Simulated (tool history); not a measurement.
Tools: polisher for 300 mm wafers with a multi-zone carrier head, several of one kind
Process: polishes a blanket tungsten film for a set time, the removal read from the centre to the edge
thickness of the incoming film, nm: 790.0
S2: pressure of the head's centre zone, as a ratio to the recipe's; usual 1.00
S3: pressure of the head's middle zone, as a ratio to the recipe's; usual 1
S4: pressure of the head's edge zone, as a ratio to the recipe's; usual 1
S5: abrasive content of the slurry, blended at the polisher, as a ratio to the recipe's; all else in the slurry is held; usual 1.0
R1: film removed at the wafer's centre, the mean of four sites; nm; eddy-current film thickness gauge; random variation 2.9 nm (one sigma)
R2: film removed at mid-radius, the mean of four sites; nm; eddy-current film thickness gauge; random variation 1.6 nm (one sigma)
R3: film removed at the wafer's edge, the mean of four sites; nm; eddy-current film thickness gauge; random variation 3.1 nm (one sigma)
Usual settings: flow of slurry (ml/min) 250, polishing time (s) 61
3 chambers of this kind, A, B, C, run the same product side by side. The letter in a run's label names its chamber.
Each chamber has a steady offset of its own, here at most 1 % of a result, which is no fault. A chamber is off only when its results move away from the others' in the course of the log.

-- day=0.021 chamber B: worn pad replaced by a new one
run 1A day=0.192 | flow_of_slurry_(ml/min)=250 S2=1.00 S3=1 S4=1 S5=1.0 polishing_time_(s)=61 | R1=227.32 R2=226.65 R3=228.54
run 2C day=0.492 | flow_of_slurry_(ml/min)=250 S2=1.00 S3=1 S4=1 S5=1.0 polishing_time_(s)=61 | R1=228.69 R2=227.35 R3=222.59
run 3B day=0.650 | flow_of_slurry_(ml/min)=250 S2=1.00 S3=1 S4=1 S5=1.0 polishing_time_(s)=61 | R1=226.29 R2=227.71 R3=222.73
run 4A day=0.950 | flow_of_slurry_(ml/min)=250 S2=1.00 S3=1 S4=1 S5=1.0 polishing_time_(s)=61 | R1=230.32 R2=228.25 R3=230.55
run 5B day=1.088 | flow_of_slurry_(ml/min)=250 S2=1.00 S3=1 S4=1 S5=1.0 polishing_time_(s)=61 | R1=228.16 R2=230.99 R3=231.58
run 6C day=1.375 | flow_of_slurry_(ml/min)=250 S2=1.00 S3=1 S4=1 S5=1.0 polishing_time_(s)=61 | R1=227.67 R2=226.64 R3=230.26
run 7A day=1.629 | flow_of_slurry_(ml/min)=250 S2=1.00 S3=1 S4=1 S5=1.0 polishing_time_(s)=61 | R1=229.37 R2=227.27 R3=226.23
run 8B day=1.771 | flow_of_slurry_(ml/min)=250 S2=1.00 S3=1 S4=1 S5=1.0 polishing_time_(s)=61 | R1=226.19 R2=230.46 R3=230.40
run 9C day=2.038 | flow_of_slurry_(ml/min)=250 S2=1.00 S3=1 S4=1 S5=1.0 polishing_time_(s)=61 | R1=230.67 R2=230.77 R3=223.36
run 10C day=2.300 | flow_of_slurry_(ml/min)=250 S2=1.00 S3=1 S4=1 S5=1.0 polishing_time_(s)=61 | R1=228.59 R2=229.73 R3=230.21
run 11A day=2.483 | flow_of_slurry_(ml/min)=250 S2=1.00 S3=1 S4=1 S5=1.0 polishing_time_(s)=61 | R1=225.86 R2=225.84 R3=229.61
run 12B day=2.725 | flow_of_slurry_(ml/min)=250 S2=1.00 S3=1 S4=1 S5=1.0 polishing_time_(s)=61 | R1=227.42 R2=231.28 R3=225.53
run 13A day=3.038 | flow_of_slurry_(ml/min)=250 S2=1.00 S3=1 S4=1 S5=1.0 polishing_time_(s)=61 | R1=228.41 R2=228.41 R3=224.18
run 14B day=3.221 | flow_of_slurry_(ml/min)=320 S2=1.00 S3=1 S4=1 S5=1.0 polishing_time_(s)=61 | R1=229.58 R2=237.61 R3=230.58
run 15C day=3.358 | flow_of_slurry_(ml/min)=320 S2=1.00 S3=1 S4=1 S5=1.0 polishing_time_(s)=61 | R1=232.50 R2=236.53 R3=238.14
run 16B day=3.546 | flow_of_slurry_(ml/min)=320 S2=1.00 S3=1 S4=1 S5=1.0 polishing_time_(s)=61 | R1=234.28 R2=231.35 R3=227.98
run 17A day=3.792 | flow_of_slurry_(ml/min)=250 S2=1.00 S3=1 S4=1 S5=1.0 polishing_time_(s)=61 | R1=228.83 R2=227.71 R3=224.54
run 18C day=3.983 | flow_of_slurry_(ml/min)=250 S2=1.00 S3=1 S4=1 S5=1.0 polishing_time_(s)=61 | R1=228.43 R2=228.81 R3=227.58
run 19C day=4.192 | flow_of_slurry_(ml/min)=250 S2=1.00 S3=1 S4=1 S5=1.0 polishing_time_(s)=61 | R1=232.73 R2=231.06 R3=232.48
-- day=4.238 chamber B: worn pad replaced by a new one
run 20B day=4.412 | flow_of_slurry_(ml/min)=250 S2=1.00 S3=1 S4=1 S5=1.0 polishing_time_(s)=61 | R1=222.38 R2=232.17 R3=227.66
-- day=4.417 chamber C: worn pad replaced by a new one
run 21A day=4.621 | flow_of_slurry_(ml/min)=250 S2=1.00 S3=1 S4=1 S5=1.0 polishing_time_(s)=61 | R1=230.75 R2=224.93 R3=226.58
-- day=4.688 chamber A: worn pad replaced by a new one
run 22B day=4.917 | flow_of_slurry_(ml/min)=250 S2=1.00 S3=1 S4=1 S5=1.0 polishing_time_(s)=61 | R1=229.53 R2=230.87 R3=227.12
run 23C day=5.225 | flow_of_slurry_(ml/min)=250 S2=1.00 S3=1 S4=1 S5=1.0 polishing_time_(s)=61 | R1=229.29 R2=230.70 R3=221.47
run 24A day=5.417 | flow_of_slurry_(ml/min)=250 S2=1.00 S3=1 S4=1 S5=1.0 polishing_time_(s)=74 | R1=270.98 R2=278.06 R3=278.66
run 25A day=5.617 | flow_of_slurry_(ml/min)=250 S2=1.00 S3=1 S4=1 S5=1.0 polishing_time_(s)=74 | R1=268.69 R2=278.36 R3=275.99
-- day=5.775 chamber B: edge zone pressure recalibrated
run 26B day=5.912 | flow_of_slurry_(ml/min)=250 S2=1.00 S3=1 S4=1 S5=1.0 polishing_time_(s)=74 | R1=275.73 R2=281.73 R3=278.41
run 27C day=6.046 | flow_of_slurry_(ml/min)=250 S2=0.93 S3=1 S4=1 S5=1.0 polishing_time_(s)=61 | R1=205.87 R2=229.53 R3=229.20
run 28A day=6.233 | flow_of_slurry_(ml/min)=250 S2=0.93 S3=1 S4=1 S5=1.0 polishing_time_(s)=61 | R1=207.63 R2=225.69 R3=228.92
run 29B day=6.421 | flow_of_slurry_(ml/min)=250 S2=0.93 S3=1 S4=1 S5=1.0 polishing_time_(s)=61 | R1=207.18 R2=228.78 R3=232.89
run 30C day=6.717 | flow_of_slurry_(ml/min)=250 S2=1.00 S3=1 S4=1 S5=1.0 polishing_time_(s)=61 | R1=223.78 R2=229.71 R3=228.02

Is one chamber off against the others, does the gauge drift, or is nothing wrong? If a chamber is off, say which, and what the likeliest cause is.

No chamber stands off beyond its own small offset, and the gauge holds steady.
